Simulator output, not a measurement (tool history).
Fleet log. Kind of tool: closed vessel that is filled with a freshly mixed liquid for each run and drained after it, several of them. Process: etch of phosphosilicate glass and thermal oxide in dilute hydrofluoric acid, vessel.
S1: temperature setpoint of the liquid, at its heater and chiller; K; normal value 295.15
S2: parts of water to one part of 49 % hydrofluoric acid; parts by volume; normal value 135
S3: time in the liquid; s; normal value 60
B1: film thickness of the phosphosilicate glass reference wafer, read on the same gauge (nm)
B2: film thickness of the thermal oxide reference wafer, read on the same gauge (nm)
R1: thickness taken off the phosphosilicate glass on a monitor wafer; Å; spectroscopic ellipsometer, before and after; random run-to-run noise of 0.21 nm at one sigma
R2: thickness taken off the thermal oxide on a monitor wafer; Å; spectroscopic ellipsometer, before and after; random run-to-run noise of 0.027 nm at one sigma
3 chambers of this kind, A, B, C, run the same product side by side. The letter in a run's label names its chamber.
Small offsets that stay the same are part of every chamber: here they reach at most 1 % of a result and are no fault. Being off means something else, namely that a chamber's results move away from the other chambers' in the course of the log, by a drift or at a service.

Run 1C, hour 5.6: usual settings; B1 50.012; B2 120.02. Result: R1 356.84 Å, R2 17.993 Å.
Run 2B, hour 15.1: usual settings; B1 50.008; B2 119.96. Result: R1 351.18 Å, R2 18.306 Å.
Run 3A, hour 19.8: usual settings; B1 49.987; B2 120.01. Result: R1 349.96 Å, R2 17.483 Å.
Run 4B, hour 28.7: usual settings; B1 49.995; B2 120.02. Result: R1 350.68 Å, R2 18.279 Å.
Run 5A, hour 37.8: usual settings; B1 50.007; B2 120. Result: R1 351.08 Å, R2 17.725 Å.
Run 6C, hour 43.2: usual settings; B1 49.997; B2 120.01. Result: R1 353.33 Å, R2 18.407 Å.
Run 7A, hour 50.3: usual settings; B1 49.99; B2 119.98. Result: R1 350.58 Å, R2 18.476 Å.
Run 8B, hour 55.5: usual settings; B1 49.998; B2 119.95. Result: R1 351.89 Å, R2 17.941 Å.
Run 9C, hour 63.2: usual settings; B1 49.993; B2 120.02. Result: R1 348.87 Å, R2 18.207 Å.
Run 10A, hour 71.2: usual settings; B1 49.981; B2 119.98. Result: R1 351.69 Å, R2 18.319 Å.
Run 11B, hour 78.9: usual settings; B1 49.994; B2 120.05. Result: R1 352.05 Å, R2 18.074 Å.
Run 12C, hour 84.7: usual settings; B1 49.998; B2 120.01. Result: R1 353.26 Å, R2 17.933 Å.
Run 13A, hour 94.5: usual settings; B1 50.014; B2 120. Result: R1 348.54 Å, R2 18.051 Å.
Run 14C, hour 102.9: usual settings; B1 50.014; B2 120.03. Result: R1 352.7 Å, R2 18.027 Å.
Run 15B, hour 109.3: usual settings; B1 50.012; B2 120. Result: R1 355.13 Å, R2 18.109 Å.
Run 16A, hour 117.5: usual settings but S2 185 parts by volume; B1 50.01; B2 119.93. Result: R1 242.23 Å, R2 12.58 Å.
Run 17B, hour 126.7: usual settings but S2 185 parts by volume; B1 50.022; B2 119.94. Result: R1 245.39 Å, R2 12.73 Å.
Run 18C, hour 134.5: usual settings but S2 185 parts by volume; B1 49.981; B2 119.96. Result: R1 242.06 Å, R2 12.223 Å.
Run 19C, hour 141.1: usual settings; B1 49.965; B2 120.04. Result: R1 353.33 Å, R2 18.014 Å.
Run 20A, hour 148.1: usual settings; B1 49.997; B2 120.03. Result: R1 348.41 Å, R2 18.554 Å.
Run 21B, hour 154.1: usual settings but S1 299.65 K, S3 75 s; B1 50.012; B2 120. Result: R1 523.3 Å, R2 27.47 Å.
Run 22C, hour 158.4: usual settings but S1 299.65 K, S3 75 s; B1 50.028; B2 120.06. Result: R1 527.52 Å, R2 27.294 Å.
Run 23B, hour 163.7: usual settings but S1 299.65 K, S3 75 s; B1 49.978; B2 119.97. Result: R1 526.47 Å, R2 27.162 Å.
Run 24A, hour 170.9: usual settings; B1 49.988; B2 119.95. Result: R1 348.37 Å, R2 18.343 Å.
Run 25B, hour 178.3: usual settings; B1 50.009; B2 119.99. Result: R1 354.69 Å, R2 18.149 Å.
Run 26C, hour 186.8: usual settings; B1 49.991; B2 120.04. Result: R1 352.07 Å, R2 18.276 Å.
Run 27A, hour 191.1: usual settings; B1 49.983; B2 120. Result: R1 352.78 Å, R2 17.742 Å.
Run 28A, hour 199.7: usual settings; B1 49.949; B2 119.96. Result: R1 349.36 Å, R2 18.166 Å.
Run 29B, hour 205: usual settings; B1 50.001; B2 119.95. Result: R1 352.75 Å, R2 18.274 Å.
At hour 209.1: chamber C: hydrofluoric acid flow meter replaced.
Run 30C, hour 210.4: usual settings but S1 299.15 K, S3 45 s; B1 49.99; B2 119.99. Result: R1 305.68 Å, R2 15.997 Å.
Run 31C, hour 216: usual settings but S1 299.15 K, S3 45 s; B1 49.989; B2 119.96. Result: R1 309.59 Å, R2 16.281 Å.

All 3 chambers run these settings next. Forecast each chamber's results:
Run 32A, hour 223: usual settings. Result: R1 ?, R2 ?.
Run 32B, hour 223: usual settings. Result: R1 ?, R2 ?.
Run 32C, hour 223: usual settings. Result: R1 ?, R2 ?.

run      R1      R2
32A  347.04  18.251
32B  353.18  18.418
32C  351.86  19.003
